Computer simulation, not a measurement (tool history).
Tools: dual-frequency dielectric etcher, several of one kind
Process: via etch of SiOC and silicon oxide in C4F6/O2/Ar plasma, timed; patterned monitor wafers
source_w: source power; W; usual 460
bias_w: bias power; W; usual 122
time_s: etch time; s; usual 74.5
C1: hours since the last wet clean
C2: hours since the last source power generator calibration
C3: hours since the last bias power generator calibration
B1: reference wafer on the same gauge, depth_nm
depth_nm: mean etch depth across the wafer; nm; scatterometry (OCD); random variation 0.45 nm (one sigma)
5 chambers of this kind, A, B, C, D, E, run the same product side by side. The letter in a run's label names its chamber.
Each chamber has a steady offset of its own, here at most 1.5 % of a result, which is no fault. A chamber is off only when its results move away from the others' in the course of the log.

{"run": "1A", "hour": 12.1, "source_w": 460, "bias_w": 122, "time_s": 74.5, "C1": 132.7, "C2": 1899.3, "C3": 4030.5, "B1": 78.936, "depth_nm": 80.178}
{"run": "2B", "hour": 22.1, "source_w": 460, "bias_w": 122, "time_s": 74.5, "C1": 498.8, "C2": 3159.4, "C3": 1096.0, "B1": 78.896, "depth_nm": 78.95}
{"hour": 32.6, "done": "chamber E: source power generator calibrated"}
{"run": "3C", "hour": 35.5, "source_w": 460, "bias_w": 122, "time_s": 74.5, "C1": 108.6, "C2": 1879.8, "C3": 4752.6, "B1": 79.046, "depth_nm": 78.502}
{"hour": 37.0, "done": "chamber B: wet clean of the chamber"}
{"hour": 43.2, "done": "chamber A: bias power generator calibrated"}
{"run": "4E", "hour": 47.6, "source_w": 460, "bias_w": 122, "time_s": 74.5, "C1": 225.7, "C2": 15.1, "C3": 672.6, "B1": 78.976, "depth_nm": 80.276}
{"run": "5D", "hour": 58.9, "source_w": 460, "bias_w": 122, "time_s": 74.5, "C1": 509.0, "C2": 688.8, "C3": 2142.1, "B1": 78.974, "depth_nm": 77.696}
{"run": "6C", "hour": 68.8, "source_w": 460, "bias_w": 122, "time_s": 85.0, "C1": 141.9, "C2": 1913.1, "C3": 4785.9, "B1": 78.919, "depth_nm": 89.087}
{"run": "7D", "hour": 78.0, "source_w": 460, "bias_w": 122, "time_s": 85.0, "C1": 528.1, "C2": 707.9, "C3": 2161.2, "B1": 78.961, "depth_nm": 89.693}
{"run": "8B", "hour": 86.8, "source_w": 460, "bias_w": 122, "time_s": 85.0, "C1": 49.9, "C2": 3224.1, "C3": 1160.7, "B1": 78.884, "depth_nm": 89.382}
{"run": "9A", "hour": 98.0, "source_w": 460, "bias_w": 122, "time_s": 85.0, "C1": 218.6, "C2": 1985.2, "C3": 54.8, "B1": 78.962, "depth_nm": 91.474}
{"run": "10E", "hour": 104.1, "source_w": 460, "bias_w": 122, "time_s": 85.0, "C1": 282.2, "C2": 71.6, "C3": 729.1, "B1": 79.051, "depth_nm": 91.875}
{"run": "11C", "hour": 111.1, "source_w": 460, "bias_w": 122, "time_s": 74.5, "C1": 184.2, "C2": 1955.4, "C3": 4828.2, "B1": 79.057, "depth_nm": 79.295}
{"run": "12B", "hour": 124.7, "source_w": 460, "bias_w": 122, "time_s": 74.5, "C1": 87.8, "C2": 3262.0, "C3": 1198.6, "B1": 79.05, "depth_nm": 78.564}
{"run": "13E", "hour": 136.0, "source_w": 460, "bias_w": 122, "time_s": 74.5, "C1": 314.1, "C2": 103.5, "C3": 761.0, "B1": 79.087, "depth_nm": 79.337}
{"run": "14D", "hour": 148.4, "source_w": 460, "bias_w": 122, "time_s": 74.5, "C1": 598.5, "C2": 778.3, "C3": 2231.6, "B1": 78.989, "depth_nm": 77.621}
{"run": "15A", "hour": 157.0, "source_w": 460, "bias_w": 122, "time_s": 74.5, "C1": 277.6, "C2": 2044.2, "C3": 113.8, "B1": 78.903, "depth_nm": 78.428}
{"run": "16D", "hour": 166.3, "source_w": 460, "bias_w": 122, "time_s": 74.5, "C1": 616.4, "C2": 796.2, "C3": 2249.5, "B1": 78.828, "depth_nm": 78.502}
{"hour": 166.4, "done": "chamber D: wet clean of the chamber"}
{"run": "17A", "hour": 173.4, "source_w": 460, "bias_w": 122, "time_s": 74.5, "C1": 294.0, "C2": 2060.6, "C3": 130.2, "B1": 79.071, "depth_nm": 78.005}
{"run": "18C", "hour": 184.7, "source_w": 460, "bias_w": 122, "time_s": 74.5, "C1": 257.8, "C2": 2029.0, "C3": 4901.8, "B1": 78.977, "depth_nm": 78.745}
{"run": "19E", "hour": 193.0, "source_w": 460, "bias_w": 122, "time_s": 74.5, "C1": 371.1, "C2": 160.5, "C3": 818.0, "B1": 78.991, "depth_nm": 79.747}
{"run": "20B", "hour": 199.2, "source_w": 460, "bias_w": 122, "time_s": 74.5, "C1": 162.3, "C2": 3336.5, "C3": 1273.1, "B1": 79.001, "depth_nm": 78.947}
{"run": "21A", "hour": 206.6, "source_w": 460, "bias_w": 122, "time_s": 74.5, "C1": 327.2, "C2": 2093.8, "C3": 163.4, "B1": 78.987, "depth_nm": 79.041}
{"run": "22B", "hour": 219.7, "source_w": 460, "bias_w": 122, "time_s": 74.5, "C1": 182.8, "C2": 3357.0, "C3": 1293.6, "B1": 78.957, "depth_nm": 78.631}
{"hour": 223.9, "done": "chamber D: bias power generator calibrated"}
{"run": "23E", "hour": 229.0, "source_w": 460, "bias_w": 122, "time_s": 74.5, "C1": 407.1, "C2": 196.5, "C3": 854.0, "B1": 79.069, "depth_nm": 79.568}
{"run": "24D", "hour": 236.7, "source_w": 460, "bias_w": 122, "time_s": 74.5, "C1": 70.4, "C2": 866.6, "C3": 12.9, "B1": 78.959, "depth_nm": 78.429}
{"run": "25C", "hour": 250.1, "source_w": 460, "bias_w": 122, "time_s": 74.5, "C1": 323.2, "C2": 2094.4, "C3": 4967.2, "B1": 78.895, "depth_nm": 78.948}
{"run": "26A", "hour": 260.0, "source_w": 460, "bias_w": 122, "time_s": 74.5, "C1": 380.6, "C2": 2147.2, "C3": 216.8, "B1": 78.912, "depth_nm": 77.998}
{"run": "27D", "hour": 267.9, "source_w": 570, "bias_w": 122, "time_s": 63.0, "C1": 101.6, "C2": 897.8, "C3": 44.1, "B1": 79.08, "depth_nm": 73.013}
{"run": "28C", "hour": 274.7, "source_w": 570, "bias_w": 122, "time_s": 63.0, "C1": 347.8, "C2": 2119.0, "C3": 4991.8, "B1": 79.062, "depth_nm": 72.977}
{"run": "29B", "hour": 281.5, "source_w": 570, "bias_w": 122, "time_s": 63.0, "C1": 244.6, "C2": 3418.8, "C3": 1355.4, "B1": 78.994, "depth_nm": 72.042}
{"hour": 285.1, "done": "chamber E: wet clean of the chamber"}
{"hour": 286.9, "done": "chamber C: bias power generator calibrated"}
{"run": "30E", "hour": 293.1, "source_w": 570, "bias_w": 122, "time_s": 63.0, "C1": 8.1, "C2": 260.6, "C3": 918.1, "B1": 79.03, "depth_nm": 74.53}
{"run": "31C", "hour": 304.2, "source_w": 570, "bias_w": 122, "time_s": 63.0, "C1": 377.3, "C2": 2148.5, "C3": 17.3, "B1": 79.01, "depth_nm": 72.513}
{"run": "32E", "hour": 313.7, "source_w": 460, "bias_w": 122, "time_s": 74.5, "C1": 28.7, "C2": 281.2, "C3": 938.7, "B1": 78.878, "depth_nm": 79.542}
{"run": "33A", "hour": 325.9, "source_w": 460, "bias_w": 104, "time_s": 74.5, "C1": 446.5, "C2": 2213.1, "C3": 282.7, "B1": 79.11, "depth_nm": 72.642}
{"run": "34B", "hour": 335.2, "source_w": 460, "bias_w": 104, "time_s": 74.5, "C1": 298.3, "C2": 3472.5, "C3": 1409.1, "B1": 78.967, "depth_nm": 73.955}
{"run": "35D", "hour": 343.2, "source_w": 460, "bias_w": 104, "time_s": 74.5, "C1": 176.9, "C2": 973.1, "C3": 119.4, "B1": 78.959, "depth_nm": 74.872}
{"run": "36D", "hour": 355.7, "source_w": 460, "bias_w": 104, "time_s": 74.5, "C1": 189.4, "C2": 985.6, "C3": 131.9, "B1": 79.01, "depth_nm": 74.692}
{"run": "37C", "hour": 364.4, "source_w": 460, "bias_w": 104, "time_s": 74.5, "C1": 437.5, "C2": 2208.7, "C3": 77.5, "B1": 78.94, "depth_nm": 75.453}
{"run": "38E", "hour": 374.7, "source_w": 460, "bias_w": 122, "time_s": 74.5, "C1": 89.7, "C2": 342.2, "C3": 999.7, "B1": 78.973, "depth_nm": 80.239}
{"run": "39B", "hour": 388.0, "source_w": 460, "bias_w": 122, "time_s": 74.5, "C1": 351.1, "C2": 3525.3, "C3": 1461.9, "B1": 79.023, "depth_nm": 78.575}

Next, every chamber runs the same settings. What will each give?
{"run": "40A", "hour": 397.8, "source_w": 460, "bias_w": 122, "time_s": 93.0, "depth_nm": "?"}
{"run": "40B", "hour": 397.8, "source_w": 460, "bias_w": 122, "time_s": 93.0, "depth_nm": "?"}
{"run": "40C", "hour": 397.8, "source_w": 460, "bias_w": 122, "time_s": 93.0, "depth_nm": "?"}
{"run": "40D", "hour": 397.8, "source_w": 460, "bias_w": 122, "time_s": 93.0, "depth_nm": "?"}
{"run": "40E", "hour": 397.8, "source_w": 460, "bias_w": 122, "time_s": 93.0, "depth_nm": "?"}

run=40A depth_nm=93.518
run=40B depth_nm=98.576
run=40C depth_nm=97.843
run=40D depth_nm=98.095
run=40E depth_nm=99.399
